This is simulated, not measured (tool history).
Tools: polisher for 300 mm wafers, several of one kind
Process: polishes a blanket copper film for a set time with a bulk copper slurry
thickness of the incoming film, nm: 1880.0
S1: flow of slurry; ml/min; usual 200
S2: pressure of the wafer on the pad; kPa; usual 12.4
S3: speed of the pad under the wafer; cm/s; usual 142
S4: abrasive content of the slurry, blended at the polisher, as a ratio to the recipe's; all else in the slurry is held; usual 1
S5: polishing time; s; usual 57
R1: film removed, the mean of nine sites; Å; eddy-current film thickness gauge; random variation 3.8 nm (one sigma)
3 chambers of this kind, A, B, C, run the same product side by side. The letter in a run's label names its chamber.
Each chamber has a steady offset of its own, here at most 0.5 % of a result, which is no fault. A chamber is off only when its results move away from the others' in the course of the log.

{"run": "1B", "hour": 8.9, "S1": 200, "S2": 12.4, "S3": 142, "S4": 1, "S5": 57, "R1": 4486.9}
{"hour": 13.3, "done": "chamber B: slurry nozzle cleaned"}
{"run": "2A", "hour": 13.9, "S1": 200, "S2": 12.4, "S3": 142, "S4": 1, "S5": 57, "R1": 4470.8}
{"run": "3C", "hour": 20.5, "S1": 200, "S2": 12.4, "S3": 142, "S4": 1, "S5": 57, "R1": 4439.2}
{"run": "4A", "hour": 30.1, "S1": 200, "S2": 12.4, "S3": 142, "S4": 1, "S5": 57, "R1": 4550.8}
{"run": "5C", "hour": 39.0, "S1": 200, "S2": 12.4, "S3": 142, "S4": 1, "S5": 57, "R1": 4490.6}
{"hour": 44.1, "done": "chamber C: worn pad replaced by a new one"}
{"run": "6B", "hour": 49.0, "S1": 200, "S2": 11.0, "S3": 142, "S4": 1, "S5": 57, "R1": 3977.4}
{"hour": 56.3, "done": "chamber C: slurry blender recalibrated"}
{"run": "7A", "hour": 58.3, "S1": 200, "S2": 11.0, "S3": 142, "S4": 1, "S5": 57, "R1": 4023.8}
{"run": "8B", "hour": 63.7, "S1": 200, "S2": 11.0, "S3": 142, "S4": 1, "S5": 57, "R1": 3920.3}
{"run": "9C", "hour": 73.1, "S1": 200, "S2": 12.4, "S3": 142, "S4": 1, "S5": 57, "R1": 4454.8}
{"run": "10A", "hour": 77.9, "S1": 200, "S2": 12.4, "S3": 142, "S4": 1, "S5": 57, "R1": 4459.2}
{"run": "11B", "hour": 84.0, "S1": 200, "S2": 12.4, "S3": 142, "S4": 1, "S5": 57, "R1": 4464.6}
{"run": "12C", "hour": 88.9, "S1": 200, "S2": 12.4, "S3": 142, "S4": 1, "S5": 57, "R1": 4556.1}
{"run": "13A", "hour": 96.7, "S1": 140, "S2": 12.4, "S3": 142, "S4": 1, "S5": 57, "R1": 4214.9}
{"run": "14B", "hour": 106.6, "S1": 140, "S2": 12.4, "S3": 142, "S4": 1, "S5": 57, "R1": 4187.8}
{"run": "15C", "hour": 116.4, "S1": 140, "S2": 12.4, "S3": 142, "S4": 1, "S5": 57, "R1": 4250.1}
{"run": "16C", "hour": 122.8, "S1": 200, "S2": 12.4, "S3": 142, "S4": 1, "S5": 57, "R1": 4528.2}
{"run": "17B", "hour": 128.2, "S1": 200, "S2": 12.4, "S3": 142, "S4": 1, "S5": 57, "R1": 4448.4}
{"run": "18A", "hour": 136.0, "S1": 200, "S2": 12.4, "S3": 142, "S4": 1, "S5": 57, "R1": 4487.1}
{"run": "19A", "hour": 141.0, "S1": 200, "S2": 12.4, "S3": 142, "S4": 1, "S5": 57, "R1": 4479.7}
{"run": "20C", "hour": 150.8, "S1": 200, "S2": 12.4, "S3": 142, "S4": 1, "S5": 57, "R1": 4423.3}
{"hour": 156.2, "done": "chamber B: head pressure recalibrated"}
{"run": "21B", "hour": 158.9, "S1": 200, "S2": 12.4, "S3": 142, "S4": 1, "S5": 57, "R1": 4390.3}
{"hour": 164.3, "done": "chamber A: worn pad replaced by a new one"}
{"run": "22B", "hour": 168.3, "S1": 200, "S2": 12.4, "S3": 142, "S4": 1, "S5": 57, "R1": 4385.8}
{"run": "23A", "hour": 175.1, "S1": 200, "S2": 12.4, "S3": 142, "S4": 1, "S5": 57, "R1": 4527.6}
{"run": "24C", "hour": 182.6, "S1": 200, "S2": 12.4, "S3": 142, "S4": 1, "S5": 57, "R1": 4456.5}
{"hour": 187.0, "done": "chamber C: worn pad replaced by a new one"}
{"run": "25A", "hour": 189.1, "S1": 200, "S2": 12.4, "S3": 142, "S4": 1, "S5": 57, "R1": 4502.5}
{"run": "26B", "hour": 196.1, "S1": 200, "S2": 12.4, "S3": 142, "S4": 1, "S5": 57, "R1": 4223.5}
{"run": "27C", "hour": 204.8, "S1": 200, "S2": 12.4, "S3": 142, "S4": 1, "S5": 57, "R1": 4514.1}
{"hour": 212.9, "done": "chamber A: slurry blender recalibrated"}
{"run": "28B", "hour": 213.2, "S1": 200, "S2": 12.4, "S3": 142, "S4": 1, "S5": 57, "R1": 4277.5}
{"run": "29A", "hour": 218.7, "S1": 200, "S2": 12.4, "S3": 142, "S4": 1, "S5": 57, "R1": 4544.4}
{"run": "30C", "hour": 229.2, "S1": 200, "S2": 12.4, "S3": 142, "S4": 1, "S5": 57, "R1": 4452.6}
{"hour": 235.9, "done": "chamber C: slurry blender recalibrated"}
{"run": "31C", "hour": 236.1, "S1": 250, "S2": 12.4, "S3": 142, "S4": 1, "S5": 45, "R1": 3697.4}
{"run": "32B", "hour": 245.3, "S1": 250, "S2": 12.4, "S3": 142, "S4": 1, "S5": 45, "R1": 3389.1}
{"run": "33A", "hour": 251.6, "S1": 250, "S2": 12.4, "S3": 142, "S4": 1, "S5": 45, "R1": 3644.4}
{"hour": 253.0, "done": "chamber B: slurry blender recalibrated"}
{"run": "34A", "hour": 260.2, "S1": 200, "S2": 12.4, "S3": 142, "S4": 1, "S5": 57, "R1": 4499.3}
{"run": "35B", "hour": 269.9, "S1": 200, "S2": 12.4, "S3": 142, "S4": 1, "S5": 57, "R1": 4108.0}

Next, every chamber runs the same settings. What will each give?
{"run": "36A", "hour": 277.6, "S1": 200, "S2": 12.4, "S3": 142, "S4": 1, "S5": 57, "R1": "?"}
{"run": "36B", "hour": 277.6, "S1": 200, "S2": 12.4, "S3": 142, "S4": 1, "S5": 57, "R1": "?"}
{"run": "36C", "hour": 277.6, "S1": 200, "S2": 12.4, "S3": 142, "S4": 1, "S5": 57, "R1": "?"}

run=36A R1=4501.5
run=36B R1=4073.6
run=36C R1=4488.4
